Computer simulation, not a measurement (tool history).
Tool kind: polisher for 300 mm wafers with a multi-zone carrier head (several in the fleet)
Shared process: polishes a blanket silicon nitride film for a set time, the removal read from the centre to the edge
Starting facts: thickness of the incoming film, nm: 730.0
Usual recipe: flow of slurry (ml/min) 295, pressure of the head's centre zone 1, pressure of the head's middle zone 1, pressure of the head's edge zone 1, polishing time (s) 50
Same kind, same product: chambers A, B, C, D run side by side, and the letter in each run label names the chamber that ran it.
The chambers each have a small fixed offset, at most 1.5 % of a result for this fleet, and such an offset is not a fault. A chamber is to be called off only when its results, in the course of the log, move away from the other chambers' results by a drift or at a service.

run,hour,flow of slurry (ml/min),pressure of the head's centre zone,pressure of the head's middle zone,pressure of the head's edge zone,polishing time (s),wafers polished on this pad,hours since the slurry nozzle was cleaned,hours since the centre zone pressure was calibrated,hours since the edge zone pressure was calibrated,film removed at the wafer's centre (nm),film removed at mid-radius (nm),film removed at the wafer's edge (nm)
1C,14.4,295,1,1,1,50,233,538.4,57.3,221.8,109.74,111.11,112.04
2B,24,295,1,1,1,50,940,382.7,682.7,606.4,112.66,111.23,112.59
# hour 31.6: chamber D: slurry nozzle cleaned
3D,36.4,295,1,1,1,50,333,4.8,141.7,866.6,110.81,112.24,111.95
4A,51.6,295,1,1,1,50,531,539.8,205.6,540.8,112.27,112.56,111.18
5A,62.2,295,1,1,1,50,619,550.4,216.2,551.4,114.31,111.72,112.55
# hour 67.5: chamber D: worn pad replaced by a new one
6B,73.5,295,1.11,1,1,50,1350,432.2,732.2,655.9,125.73,112.19,113.02
7D,82.5,295,1.11,1,1,50,124,50.9,187.8,912.7,124.16,111.09,109.78
# hour 88.8: chamber C: slurry nozzle cleaned
8C,92.1,295,1.11,1,1,50,877,3.3,135,299.5,125.29,110.6,112.42
# hour 92.3: chamber A: worn pad replaced by a new one
# hour 94.7: chamber B: worn pad replaced by a new one
9B,107,295,1.11,1,1,50,102,465.7,765.7,689.4,124.24,112.4,112.25
10C,117.7,295,1,1,1,50,1089,28.9,160.6,325.1,111.56,110.39,110.95
11A,133.8,295,1,1,1,50,344,622,287.8,623,114.79,110.69,110.14
# hour 145.1: chamber D: worn pad replaced by a new one
12D,146.6,295,1,1,1,50,13,115,251.9,976.8,109.62,110.03,112.21
# hour 156.3: chamber A: edge zone pressure recalibrated
# hour 156.9: chamber C: worn pad replaced by a new one
13C,159.7,295,1,1,1,50,23,70.9,202.6,367.1,111.33,109.01,111.52
14B,170.3,295,1,1,1,50,627,529,829,752.7,113.63,109.92,113.18
15D,183.1,295,1,1,1,50,315,151.5,288.4,1013.3,110.42,110.5,112.13
# hour 188.7: chamber C: edge zone pressure recalibrated
# hour 189.6: chamber A: worn pad replaced by a new one
16A,198,295,0.91,1,1,50,69,686.2,352,41.7,101.47,113.13,111.96
17A,208.1,295,0.91,1,1,50,153,696.3,362.1,51.8,102.88,109.48,110.98
# hour 210.5: chamber D: worn pad replaced by a new one
18D,217.8,295,0.91,1,1,50,61,186.2,323.1,1048,98.835,108.6,111.88
19C,228.2,295,0.91,1,1,50,591,139.4,271.1,39.5,101,110.51,109.61
20B,244.2,295,1,1,1,50,1239,602.9,902.9,826.6,111.85,110.4,113.84
# hour 245.6: chamber B: worn pad replaced by a new one
21C,256.3,295,1,1,1,50,824,167.5,299.2,67.6,110.74,109.44,109.78
22D,267,295,1,1,1,50,469,235.4,372.3,1097.2,111.65,111.25,111.99
# hour 269.4: chamber C: centre zone pressure recalibrated
23A,283.6,295,1,1,1,50,779,771.8,437.6,127.3,114.05,111.87,113.63
# hour 290.7: chamber D: worn pad replaced by a new one
# hour 294.6: chamber A: worn pad replaced by a new one
24B,299.6,295,1,1,1,50,447,658.3,958.3,882,113.56,110.16,113.85
25A,308.7,295,1,1,1,50,117,796.9,462.7,152.4,113.38,113.46,112.83
# hour 311.7: chamber B: slurry nozzle cleaned
# hour 313.9: chamber C: worn pad replaced by a new one
26C,317.8,295,1,1,1,36,33,229,48.5,129.1,80.689,80.527,80.875
# hour 327.5: chamber D: edge zone pressure recalibrated
27D,330,295,1,1,1,36,325,298.4,435.3,2.6,80.836,78.994,80.947
28B,345.6,295,1,1,1,36,828,34,1004.3,928,82.223,79.893,80.599

Is one chamber off against the others, does the gauge drift, or is nothing wrong? If a chamber is off, say which, and what the likeliest cause is.

The fleet is healthy, with each chamber sitting at its usual small offset and no drift in the gauge.
